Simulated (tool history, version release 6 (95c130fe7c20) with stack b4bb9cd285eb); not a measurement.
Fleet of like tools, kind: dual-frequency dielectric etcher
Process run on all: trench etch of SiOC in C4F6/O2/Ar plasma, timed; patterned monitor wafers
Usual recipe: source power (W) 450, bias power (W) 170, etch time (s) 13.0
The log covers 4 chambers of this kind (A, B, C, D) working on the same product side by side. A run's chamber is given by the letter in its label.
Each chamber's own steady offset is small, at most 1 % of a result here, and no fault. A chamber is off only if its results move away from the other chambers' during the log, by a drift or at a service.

run	hour	source power (W)	bias power (W)	etch time (s)	hours since the last wet clean	hours since the last source power generator calibration	hours since the last bias power generator calibration	read-back reference wafer on the same gauge, depth_nm	mean etch depth across the wafer (nm)
1A	4.7	450	170	13.0	191.4	288.4	1183.3	27.093	27.632
2C	8.1	450	170	13.0	290.7	116.3	12.0	27.101	27.478
3D	11.0	450	170	13.0	214.8	2191.5	4108.8	27.140	27.547
4B	15.1	450	170	13.0	166.2	961.3	374.8	27.122	27.823
5A	20.4	450	170	13.0	207.1	304.1	1199.0	27.126	28.080
6B	25.1	450	170	13.0	176.2	971.3	384.8	27.105	27.907
7C	31.4	450	206	15.5	314.0	139.6	35.3	27.087	35.017
8D	34.7	450	206	15.5	238.5	2215.2	4132.5	27.105	34.646
9C	38.9	450	206	15.5	321.5	147.1	42.8	27.077	35.002
10A	43.0	450	206	15.5	229.7	326.7	1221.6	27.109	35.326
11D	48.5	450	170	13.0	252.3	2229.0	4146.3	27.111	27.161
12B	54.7	450	170	13.0	205.8	1000.9	414.4	27.110	27.914
13A	58.1	450	170	13.0	244.8	341.8	1236.7	27.117	27.738
14D	64.3	450	170	13.0	268.1	2244.8	4162.1	27.075	27.380
15C	69.1	450	170	13.0	351.7	177.3	73.0	27.084	27.354
16B	75.4	490	170	16.5	226.5	1021.6	435.1	27.087	36.506
17B	80.9	490	170	16.5	232.0	1027.1	440.6	27.130	36.643
18A	84.5	490	170	16.5	271.2	368.2	1263.1	27.096	35.984
19C	90.3	490	170	16.5	372.9	198.5	94.2	27.086	36.412
20D	93.9	450	170	13.0	297.7	2274.4	4191.7	27.114	26.943
21B	96.7	380	170	12.0	247.8	1042.9	456.4	27.100	23.851
22C	101.6	380	170	12.0	384.2	209.8	105.5	27.094	23.603
23D	104.7	380	170	12.0	308.5	2285.2	4202.5	27.119	23.328
24A	109.3	380	170	12.0	296.0	393.0	1287.9	27.095	24.097
25D	113.7	450	170	13.0	317.5	2294.2	4211.5	27.088	26.835
26C	119.5	450	170	13.0	402.1	227.7	123.4	27.106	27.602
27B	124.1	450	170	13.0	275.2	1070.3	483.8	27.080	28.050
28A	126.9	450	170	13.0	313.6	410.6	1305.5	27.108	27.949
29C	132.2	450	170	13.0	414.8	240.4	136.1	27.104	27.422
30B	136.3	450	195	13.0	287.4	1082.5	496.0	27.083	28.847
31D	140.1	450	195	13.0	343.9	2320.6	4237.9	27.130	27.979
32A	145.2	450	195	13.0	331.9	428.9	1323.8	27.101	29.057
33D	148.4	450	195	13.0	352.2	2328.9	4246.2	27.090	27.710
34B	153.6	450	170	13.0	304.7	1099.8	513.3	27.137	27.783
35C	159.7	450	132	11.0	442.3	267.9	163.6	27.110	21.612
36A	163.3	450	132	11.0	350.0	447.0	1341.9	27.103	21.647
37C	168.0	450	132	11.0	450.6	276.2	171.9	27.079	21.428
38D	172.8	450	132	11.0	376.6	2353.3	4270.6	27.093	20.497
39B	176.4	450	170	13.0	327.5	1122.6	536.1	27.108	27.846

Next, all 4 chambers run the settings below, one line each with question marks for the results. What does each chamber give?
40A	180.9	450	155	13.0					?
40B	180.9	450	155	13.0					?
40C	180.9	450	155	13.0					?
40D	180.9	450	155	13.0					?

run	mean etch depth across the wafer (nm)
40A	26.885
40B	27.098
40C	26.987
40D	25.347
